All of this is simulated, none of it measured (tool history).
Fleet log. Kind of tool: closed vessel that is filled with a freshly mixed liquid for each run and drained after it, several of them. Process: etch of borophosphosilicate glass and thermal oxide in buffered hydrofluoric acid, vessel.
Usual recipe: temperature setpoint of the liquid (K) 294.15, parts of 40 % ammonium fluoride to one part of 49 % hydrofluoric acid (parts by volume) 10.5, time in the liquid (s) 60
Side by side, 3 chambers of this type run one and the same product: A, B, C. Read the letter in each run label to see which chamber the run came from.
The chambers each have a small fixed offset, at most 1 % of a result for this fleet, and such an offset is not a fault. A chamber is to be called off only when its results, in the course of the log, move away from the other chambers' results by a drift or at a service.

| run | day | temperature setpoint of the liquid (K) | parts of 40 % ammonium fluoride to one part of 49 % hydrofluoric acid (parts by volume) | time in the liquid (s) | hours since the thermometer was replaced | hours since the hydrofluoric acid flow meter was replaced | read-back film thickness of the borophosphosilicate glass reference wafer, read on the same gauge (nm) | read-back film thickness of the thermal oxide reference wafer, read on the same gauge (nm) | thickness taken off the borophosphosilicate glass on a monitor wafer (Å) | thickness taken off the thermal oxide on a monitor wafer (Å) |
|---|---|---|---|---|---|---|---|---|---|---|
| 1C | 0.342 | 294.15 | 10.5 | 60 | 2354.8 | 866.2 | 130.04 | 109.99 | 1006.30 | 543.96 |
| 2B | 0.717 | 294.15 | 10.5 | 60 | 493.5 | 473.6 | 130.01 | 110.00 | 1002.60 | 547.47 |
| 3A | 1.012 | 294.15 | 10.5 | 60 | 1111.0 | 1160.2 | 129.99 | 109.98 | 1005.40 | 553.40 |
| 4A | 1.388 | 294.15 | 10.5 | 60 | 1120.0 | 1169.2 | 129.96 | 109.97 | 1010.00 | 556.19 |
| 5C | 1.554 | 294.15 | 10.5 | 60 | 2383.9 | 895.3 | 130.06 | 110.01 | 1009.90 | 554.65 |
| 6B | 1.879 | 294.15 | 10.5 | 60 | 521.4 | 501.5 | 130.01 | 109.99 | 1007.50 | 539.15 |
| 7A | 2.158 | 294.15 | 10.5 | 60 | 1138.5 | 1187.7 | 129.96 | 109.99 | 1015.10 | 545.90 |
| 8C | 2.442 | 294.15 | 10.5 | 60 | 2405.2 | 916.6 | 129.99 | 110.00 | 998.33 | 551.71 |
| 9B | 2.642 | 294.15 | 10.5 | 60 | 539.7 | 519.8 | 130.04 | 110.01 | 989.87 | 543.37 |
| 10A | 2.992 | 294.15 | 14.0 | 60 | 1158.5 | 1207.7 | 129.97 | 110.00 | 759.28 | 420.03 |
| 11B | 3.212 | 294.15 | 14.0 | 60 | 553.4 | 533.5 | 130.00 | 110.00 | 754.08 | 409.41 |
| 12C | 3.567 | 294.15 | 14.0 | 60 | 2432.2 | 943.6 | 130.01 | 109.98 | 760.65 | 416.16 |
| 13A | 3.775 | 294.15 | 12.5 | 60 | 1177.3 | 1226.5 | 130.01 | 110.01 | 849.73 | 462.70 |
| 14B | 3.971 | 294.15 | 12.5 | 60 | 571.6 | 551.7 | 130.05 | 109.97 | 842.37 | 456.76 |
| 15C | 4.275 | 294.15 | 12.5 | 60 | 2449.2 | 960.6 | 129.98 | 109.99 | 846.61 | 468.48 |
| 16C | 4.488 | 294.15 | 10.5 | 60 | 2454.3 | 965.7 | 130.06 | 109.98 | 1009.90 | 548.25 |
| 17B | 4.750 | 294.15 | 10.5 | 60 | 590.3 | 570.4 | 130.01 | 110.00 | 999.94 | 541.98 |
| 18A | 4.929 | 294.15 | 10.5 | 60 | 1205.0 | 1254.2 | 130.01 | 110.00 | 1000.70 | 549.44 |
| 19A | 5.104 | 294.15 | 10.5 | 60 | 1209.2 | 1258.4 | 130.02 | 109.99 | 1005.40 | 547.31 |
| 20C | 5.483 | 294.15 | 10.5 | 60 | 2478.2 | 989.6 | 130.01 | 110.01 | 1010.00 | 555.95 |
| 21B | 5.700 | 294.15 | 10.5 | 60 | 613.1 | 593.2 | 130.05 | 109.99 | 1000.40 | 541.30 |

Next, every chamber runs the same settings. What will each give?
| 22A | 5.975 | 294.15 | 12.0 | 60 |  |  |  |  | ? | ? |
| 22B | 5.975 | 294.15 | 12.0 | 60 |  |  |  |  | ? | ? |
| 22C | 5.975 | 294.15 | 12.0 | 60 |  |  |  |  | ? | ? |

| run | thickness taken off the borophosphosilicate glass on a monitor wafer (Å) | thickness taken off the thermal oxide on a monitor wafer (Å) |
|---|---|---|
| 22A | 880.96 | 482.96 |
| 22B | 875.24 | 465.73 |
| 22C | 889.55 | 483.53 |
